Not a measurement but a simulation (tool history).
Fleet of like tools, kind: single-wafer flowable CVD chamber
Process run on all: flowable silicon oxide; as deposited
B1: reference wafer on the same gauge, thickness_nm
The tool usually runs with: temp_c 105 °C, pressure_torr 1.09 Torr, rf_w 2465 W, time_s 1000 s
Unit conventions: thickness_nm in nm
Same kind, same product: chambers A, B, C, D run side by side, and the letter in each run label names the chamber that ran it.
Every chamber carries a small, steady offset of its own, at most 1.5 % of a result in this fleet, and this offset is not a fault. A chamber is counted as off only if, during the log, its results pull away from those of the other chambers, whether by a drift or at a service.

Run 1D, hour 4.7: usual settings; B1 833.41. Result: thickness_nm 783.83 nm.
Run 2A, hour 10.3: usual settings; B1 832.84. Result: thickness_nm 791.07 nm.
Run 3C, hour 15.8: usual settings; B1 834.29. Result: thickness_nm 768.73 nm.
Run 4B, hour 20.6: usual settings; B1 833.6. Result: thickness_nm 779.42 nm.
Run 5D, hour 30.2: usual settings; B1 835.16. Result: thickness_nm 777.71 nm.
Run 6C, hour 39.9: usual settings; B1 833.91. Result: thickness_nm 767.95 nm.
Run 7A, hour 44.5: usual settings; B1 833.64. Result: thickness_nm 785.9 nm.
At hour 50.4: chamber A: capacitance manometer re-zeroed and calibrated.
Run 8B, hour 51.6: usual settings; B1 832.91. Result: thickness_nm 775.67 nm.
Run 9B, hour 59.5: usual settings; B1 834.14. Result: thickness_nm 774.18 nm.
Run 10A, hour 68.1: usual settings; B1 834.41. Result: thickness_nm 785.52 nm.
Run 11D, hour 77.1: usual settings; B1 833.25. Result: thickness_nm 774.34 nm.
Run 12C, hour 85.7: usual settings; B1 834.22. Result: thickness_nm 777.18 nm.
Run 13D, hour 93.3: usual settings but temp_c 119 °C; B1 834.82. Result: thickness_nm 498.52 nm.
Run 14A, hour 98.7: usual settings but temp_c 119 °C; B1 834.7. Result: thickness_nm 505 nm.
Run 15C, hour 103.4: usual settings but temp_c 119 °C; B1 834.51. Result: thickness_nm 508.16 nm.
Run 16B, hour 109: usual settings but temp_c 119 °C; B1 834.44. Result: thickness_nm 499.7 nm.
Run 17A, hour 115.7: usual settings; B1 833.76. Result: thickness_nm 789.34 nm.
Run 18C, hour 125.3: usual settings but pressure_torr 1.22 Torr, time_s 900 s; B1 834.02. Result: thickness_nm 795.57 nm.
Run 19D, hour 135.2: usual settings but pressure_torr 1.22 Torr, time_s 900 s; B1 833.68. Result: thickness_nm 788.22 nm.
Run 20B, hour 143.3: usual settings but pressure_torr 1.22 Torr, time_s 900 s; B1 834.79. Result: thickness_nm 785.35 nm.
Run 21A, hour 152.4: usual settings but pressure_torr 1.22 Torr, time_s 900 s; B1 834.2. Result: thickness_nm 797.31 nm.
At hour 154.2: chamber C: thermocouple changed; heater temperature recalibrated.
Run 22C, hour 159.7: usual settings but temp_c 112 °C; B1 833.79. Result: thickness_nm 632.93 nm.
Run 23D, hour 166: usual settings but temp_c 112 °C; B1 833.81. Result: thickness_nm 616.34 nm.
Run 24B, hour 170.4: usual settings but temp_c 112 °C; B1 833.89. Result: thickness_nm 612.2 nm.
Run 25B, hour 176: usual settings but temp_c 112 °C; B1 834.2. Result: thickness_nm 612.49 nm.
Run 26A, hour 183.5: usual settings but pressure_torr 1.22 Torr; B1 833.6. Result: thickness_nm 885.47 nm.
Run 27C, hour 188.3: usual settings but pressure_torr 1.22 Torr; B1 834.96. Result: thickness_nm 899.87 nm.
Run 28D, hour 196.3: usual settings but pressure_torr 1.22 Torr; B1 834.76. Result: thickness_nm 880.44 nm.
Run 29C, hour 205.8: usual settings but pressure_torr 1.22 Torr; B1 834.73. Result: thickness_nm 907.13 nm.
Run 30A, hour 214.6: usual settings but pressure_torr 0.91 Torr; B1 833.52. Result: thickness_nm 636.49 nm.
Run 31D, hour 224.2: usual settings but pressure_torr 0.91 Torr; B1 834.25. Result: thickness_nm 627 nm.
Run 32B, hour 229.1: usual settings but pressure_torr 0.91 Torr; B1 833.68. Result: thickness_nm 626.59 nm.
Run 33B, hour 236.1: usual settings but pressure_torr 0.91 Torr; B1 834.42. Result: thickness_nm 626.96 nm.
Run 34C, hour 243.3: usual settings; B1 834.24. Result: thickness_nm 813.81 nm.
Run 35A, hour 253.2: usual settings; B1 835.14. Result: thickness_nm 786.97 nm.
Run 36D, hour 258: usual settings; B1 834.19. Result: thickness_nm 773.91 nm.

One chamber off, gauge drift, or nothing amiss beyond the chambers' own small offsets? If it is a chamber, which one, and what is the likeliest cause?

One chamber, C, drifts off from the rest bit by bit.
Most likely cause: true pressure above the setpoint (%) = 5.32.

Chamber C could run next with any of the 4 candidate recipes listed below; each alters the usual settings, and their results appear as question marks. Which one brings its results back in line with what the other chambers deliver on the usual settings?
In line here means within this much of the mean the other chambers give on the usual settings: thickness_nm 13 nm
Run 37C-1, hour 265.2: usual settings but pressure_torr 1.14 Torr, rf_w 2475 W, time_s 1030 s. Result: thickness_nm ?.
Run 37C-2, hour 265.2: usual settings but pressure_torr 1.13 Torr. Result: thickness_nm ?.
Run 37C-3, hour 265.2: usual settings but pressure_torr 1.04 Torr, rf_w 2455 W, time_s 970 s. Result: thickness_nm ?.
Run 37C-4, hour 265.2: usual settings but time_s 950 s. Result: thickness_nm ?.

What the other chambers average on the usual settings: thickness_nm 777.87 nm
  run  thickness_nm
37C-1        878.18
37C-2        843.88
37C-3         746.7
37C-4        770.52
Change 37C-4 lands the chamber within the allowed miss of the other chambers.

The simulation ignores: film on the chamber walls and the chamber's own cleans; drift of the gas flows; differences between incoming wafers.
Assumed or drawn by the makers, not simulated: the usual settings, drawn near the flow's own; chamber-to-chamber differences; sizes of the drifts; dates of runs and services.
